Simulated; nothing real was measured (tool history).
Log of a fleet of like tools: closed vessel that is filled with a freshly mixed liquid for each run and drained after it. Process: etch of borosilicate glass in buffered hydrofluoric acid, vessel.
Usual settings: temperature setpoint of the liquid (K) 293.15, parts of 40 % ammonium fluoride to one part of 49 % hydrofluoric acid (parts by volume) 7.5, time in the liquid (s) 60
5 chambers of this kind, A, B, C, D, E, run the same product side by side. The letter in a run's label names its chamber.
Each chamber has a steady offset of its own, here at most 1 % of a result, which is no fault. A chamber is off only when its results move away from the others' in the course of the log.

run	hour	temperature setpoint of the liquid (K)	parts of 40 % ammonium fluoride to one part of 49 % hydrofluoric acid (parts by volume)	time in the liquid (s)	read-back film thickness of the borosilicate glass reference wafer, read on the same gauge (nm)	thickness taken off the borosilicate glass on a monitor wafer (Å)
1E	4.0	293.15	7.5	60	120.07	786.17
2B	9.7	293.15	7.5	60	119.98	770.15
3C	13.5	293.15	7.5	60	119.96	765.99
4A	19.8	293.15	7.5	60	120.00	773.45
5D	23.6	297.65	8.5	60	119.96	860.31
6A	30.3	297.65	8.5	60	119.99	857.71
7C	38.4	297.65	8.5	60	120.03	860.62
8D	43.4	297.65	8.5	60	120.00	857.20
9E	51.1	297.65	8.5	60	120.02	880.66
10B	58.5	293.15	7.5	60	120.03	789.84
11B	65.0	293.15	7.5	60	119.94	783.05
12E	68.9	293.15	7.5	60	119.99	785.37
13A	77.0	293.15	7.5	60	120.04	775.68
14D	83.4	293.15	7.5	60	120.03	780.99
15C	91.6	293.15	7.5	60	119.96	775.03
16C	97.5	293.15	7.5	60	120.01	772.41
17A	105.4	293.15	7.5	60	119.99	774.97
18B	112.3	293.15	7.5	60	119.98	788.05
19D	116.8	293.15	7.5	60	120.02	781.85
20E	124.1	293.15	10.5	95	119.98	917.69
21D	129.9	293.15	10.5	95	120.03	896.72
22C	137.1	293.15	10.5	95	119.97	888.12
23E	143.1	293.15	10.5	95	119.97	922.94
24B	150.4	293.15	10.5	95	120.01	907.12
25A	157.1	293.15	7.5	60	119.99	766.04
26B	162.0	293.15	7.5	60	120.00	778.39
27A	165.6	290.15	7.5	80	119.98	877.71
28E	170.3	290.15	7.5	80	120.02	937.13
29C	175.9	290.15	7.5	80	120.03	866.99
30D	181.0	290.15	7.5	80	120.01	885.64
31E	188.2	290.15	7.5	80	119.97	936.55
32D	193.1	293.15	7.5	60	119.98	776.93
33A	201.2	293.15	7.5	60	120.00	772.31

All 5 chambers run these settings next. Forecast each chamber's results:
34A	207.0	297.15	7.5	60		?
34B	207.0	297.15	7.5	60		?
34C	207.0	297.15	7.5	60		?
34D	207.0	297.15	7.5	60		?
34E	207.0	297.15	7.5	60		?

run	thickness taken off the borosilicate glass on a monitor wafer (Å)
34A	949.27
34B	976.87
34C	947.52
34D	960.24
34E	1065.90
